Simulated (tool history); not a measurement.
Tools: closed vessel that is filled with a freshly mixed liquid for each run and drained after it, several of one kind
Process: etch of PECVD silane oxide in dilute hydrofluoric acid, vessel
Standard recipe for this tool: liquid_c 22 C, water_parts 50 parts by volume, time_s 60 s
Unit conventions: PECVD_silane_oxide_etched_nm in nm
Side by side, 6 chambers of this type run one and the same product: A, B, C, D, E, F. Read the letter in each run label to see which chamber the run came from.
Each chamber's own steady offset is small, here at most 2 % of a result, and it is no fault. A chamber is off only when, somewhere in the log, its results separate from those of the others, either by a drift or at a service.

run,day,liquid_c,water_parts,time_s,"read-back film thickness of the PECVD silane oxide reference wafer, read on the same gauge (nm)",PECVD_silane_oxide_etched_nm
1F,0.146,22,50,60,149.96,44.197
2B,0.329,22,50,60,150.04,44.217
3E,0.512,22,50,60,150.01,43.601
4D,0.6,22,50,60,150,43.44
5A,0.767,22,50,45,149.99,32.588
6C,0.908,22,50,45,149.97,32.952
7A,1.058,22,50,45,149.97,32.758
8D,1.192,22,50,45,149.99,32.308
9E,1.312,22,50,45,149.96,33.072
10C,1.462,22,50,45,150,32.71
11F,1.558,22,50,80,150,59.363
12B,1.704,22,50,80,150.01,59.108
13D,1.808,22,50,80,150.01,57.199
14A,1.979,22,50,80,150.01,58.416
15C,2.129,22,50,80,150.03,57.928
16B,2.258,22,50,80,149.99,59.212
17E,2.35,22,65,90,150.02,49.208
18F,2.483,22,65,90,150,50.619
19C,2.617,22,65,90,150.02,49.458
20E,2.708,22,65,90,149.99,49.192
21A,2.812,22,65,90,149.94,49.367
22D,2.95,22,65,90,150.03,48.427
23F,3.125,22,50,60,150,43.907
24B,3.258,22,60,40,149.99,24.267
25C,3.442,22,60,40,150,23.882
26A,3.546,22,60,40,149.98,23.924
27F,3.629,22,60,40,150.02,24.487
# day 3.717: chamber E: thermometer replaced
28E,3.717,22,60,40,150.02,23.762
29D,3.896,22,60,40,149.97,23.049
30B,4.033,22,50,60,149.99,44.158
31A,4.138,22,50,60,149.99,43.444
32D,4.325,22,50,60,149.99,41.789
33F,4.504,22,50,60,150.03,43.966
34E,4.65,22,50,60,150.01,43.205
35C,4.779,22,50,60,150,43.851
36B,4.954,22,50,60,149.98,44.404
37B,5.075,22,50,60,150.01,44.202
38D,5.171,22,50,60,149.99,41.514
39F,5.258,22,50,60,150.02,44.085

Is one chamber off against the others, does the gauge drift, or is nothing wrong? If a chamber is off, say which, and what the likeliest cause is.

It is chamber D that slowly wanders off from its peers.
What lies behind it: hydrofluoric acid flow below the setpoint (%) = 4.44.
The log may not separate it from: liquid colder than its thermometer reads (K).

Which of the 4 candidates below, each the usual settings with something changed and its results left as question marks, puts chamber D back in line with what the other chambers give on the usual settings?
A result is in line if it is within this distance of the other chambers' mean on the usual settings: PECVD_silane_oxide_etched_nm 0.91 nm
40D-1,5.392,22.5,50,65,,?
40D-2,5.392,23.5,50,60,,?
40D-3,5.392,19.5,50,60,,?
40D-4,5.392,20.5,50,60,,?

Usual-settings mean across the other chambers: PECVD_silane_oxide_etched_nm 43.807 nm
run,PECVD_silane_oxide_etched_nm
40D-1,45.586
40D-2,43.822
40D-3,37.154
40D-4,38.746
With 40D-2, the chamber falls back in line with the rest.
